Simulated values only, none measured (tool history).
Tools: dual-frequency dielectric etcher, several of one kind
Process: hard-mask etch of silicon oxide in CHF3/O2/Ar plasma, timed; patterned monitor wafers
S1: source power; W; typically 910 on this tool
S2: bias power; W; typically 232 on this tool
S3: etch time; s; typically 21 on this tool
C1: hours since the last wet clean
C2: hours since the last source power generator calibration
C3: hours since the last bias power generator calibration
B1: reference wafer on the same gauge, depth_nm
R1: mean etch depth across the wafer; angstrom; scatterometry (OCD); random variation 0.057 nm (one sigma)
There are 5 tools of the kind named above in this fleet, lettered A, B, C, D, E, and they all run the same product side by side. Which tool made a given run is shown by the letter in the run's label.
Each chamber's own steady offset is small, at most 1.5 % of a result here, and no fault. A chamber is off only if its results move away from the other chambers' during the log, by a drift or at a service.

Run 1E, hour 9.7: usual settings; C1 353.3; C2 2392.6; C3 96.7; B1 59.792. Result: R1 529.23 angstrom.
Run 2A, hour 17.1: usual settings; C1 166.5; C2 931.0; C3 1440.4; B1 59.811. Result: R1 530.59 angstrom.
Run 3C, hour 24.0: usual settings; C1 360.1; C2 1683.9; C3 823.8; B1 59.806. Result: R1 536.70 angstrom.
Run 4B, hour 30.2: usual settings; C1 329.5; C2 1053.0; C3 2258.1; B1 59.816. Result: R1 528.42 angstrom.
Run 5D, hour 36.3: usual settings; C1 220.8; C2 1947.8; C3 4955.3; B1 59.851. Result: R1 527.39 angstrom.
Run 6D, hour 44.6: usual settings; C1 229.1; C2 1956.1; C3 4963.6; B1 59.853. Result: R1 529.40 angstrom.
Run 7A, hour 52.8: usual settings; C1 202.2; C2 966.7; C3 1476.1; B1 59.858. Result: R1 530.85 angstrom.
Run 8B, hour 57.3: usual settings; C1 356.6; C2 1080.1; C3 2285.2; B1 59.860. Result: R1 528.36 angstrom.
Run 9E, hour 65.2: usual settings but S2 252 W, S3 18 s; C1 408.8; C2 2448.1; C3 152.2; B1 59.846. Result: R1 467.68 angstrom.
Run 10C, hour 73.1: usual settings but S2 252 W, S3 18 s; C1 409.2; C2 1733.0; C3 872.9; B1 59.880. Result: R1 474.31 angstrom.
At hour 77.7: chamber D: bias power generator calibrated.
Run 11E, hour 79.7: usual settings but S2 252 W, S3 18 s; C1 423.3; C2 2462.6; C3 166.7; B1 59.871. Result: R1 467.49 angstrom.
Run 12D, hour 88.8: usual settings but S2 252 W, S3 18 s; C1 273.3; C2 2000.3; C3 11.2; B1 59.902. Result: R1 466.86 angstrom.
Run 13B, hour 93.4: usual settings but S2 252 W, S3 18 s; C1 392.7; C2 1116.2; C3 2321.3; B1 59.898. Result: R1 467.38 angstrom.
At hour 93.9: chamber E: wet clean of the chamber.
Run 14C, hour 102.1: usual settings but S1 1030 W, S2 269 W; C1 438.2; C2 1762.0; C3 901.9; B1 59.894. Result: R1 594.40 angstrom.
Run 15A, hour 108.5: usual settings but S1 1030 W, S2 269 W; C1 257.9; C2 1022.4; C3 1531.8; B1 59.899. Result: R1 587.56 angstrom.
Run 16D, hour 115.5: usual settings but S1 1030 W, S2 269 W; C1 300.0; C2 2027.0; C3 37.9; B1 59.921. Result: R1 582.53 angstrom.
Run 17A, hour 124.4: usual settings but S1 1030 W, S2 269 W; C1 273.8; C2 1038.3; C3 1547.7; B1 59.910. Result: R1 587.02 angstrom.
Run 18E, hour 129.3: usual settings but S1 1030 W, S2 269 W; C1 35.4; C2 2512.2; C3 216.3; B1 59.919. Result: R1 585.12 angstrom.
Run 19B, hour 134.3: usual settings; C1 433.6; C2 1157.1; C3 2362.2; B1 59.930. Result: R1 529.85 angstrom.
Run 20C, hour 143.8: usual settings; C1 479.9; C2 1803.7; C3 943.6; B1 59.943. Result: R1 538.63 angstrom.
At hour 145.3: chamber D: wet clean of the chamber.
At hour 145.3: chamber C: wet clean of the chamber.
Run 21D, hour 153.9: usual settings; C1 8.7; C2 2065.4; C3 76.3; B1 59.951. Result: R1 529.75 angstrom.
Run 22A, hour 163.9: usual settings; C1 313.3; C2 1077.8; C3 1587.2; B1 59.955. Result: R1 532.33 angstrom.
At hour 170.7: chamber B: wet clean of the chamber.
Run 23B, hour 172.2: usual settings; C1 1.5; C2 1195.0; C3 2400.1; B1 59.976. Result: R1 530.34 angstrom.
Run 24C, hour 179.1: usual settings; C1 33.9; C2 1839.0; C3 978.9; B1 59.971. Result: R1 538.25 angstrom.
Run 25E, hour 185.3: usual settings; C1 91.4; C2 2568.2; C3 272.3; B1 59.980. Result: R1 532.35 angstrom.
Run 26B, hour 190.8: usual settings; C1 20.1; C2 1213.6; C3 2418.7; B1 60.007. Result: R1 531.01 angstrom.
Run 27E, hour 201.0: usual settings; C1 107.1; C2 2583.9; C3 288.0; B1 59.991. Result: R1 532.16 angstrom.
Run 28A, hour 208.3: usual settings; C1 357.7; C2 1122.2; C3 1631.6; B1 60.011. Result: R1 533.29 angstrom.
Run 29D, hour 217.8: usual settings; C1 72.6; C2 2129.3; C3 140.2; B1 60.017. Result: R1 529.55 angstrom.
Run 30C, hour 223.0: usual settings; C1 77.8; C2 1882.9; C3 1022.8; B1 60.029. Result: R1 537.61 angstrom.
Run 31E, hour 231.6: usual settings; C1 137.7; C2 2614.5; C3 318.6; B1 60.020. Result: R1 531.75 angstrom.
Run 32B, hour 241.9: usual settings; C1 71.2; C2 1264.7; C3 2469.8; B1 60.054. Result: R1 529.95 angstrom.
Run 33C, hour 251.4: usual settings; C1 106.2; C2 1911.3; C3 1051.2; B1 60.047. Result: R1 538.86 angstrom.
Run 34A, hour 258.0: usual settings; C1 407.4; C2 1171.9; C3 1681.3; B1 60.052. Result: R1 533.11 angstrom.

Each of the 5 chambers runs these same settings next. Fill in every chamber's results:
Run 35A, hour 265.4: usual settings. Result: R1 ?.
Run 35B, hour 265.4: usual settings. Result: R1 ?.
Run 35C, hour 265.4: usual settings. Result: R1 ?.
Run 35D, hour 265.4: usual settings. Result: R1 ?.
Run 35E, hour 265.4: usual settings. Result: R1 ?.

run      R1
35A  532.09
35B  531.25
35C  538.10
35D  530.88
35E  533.34
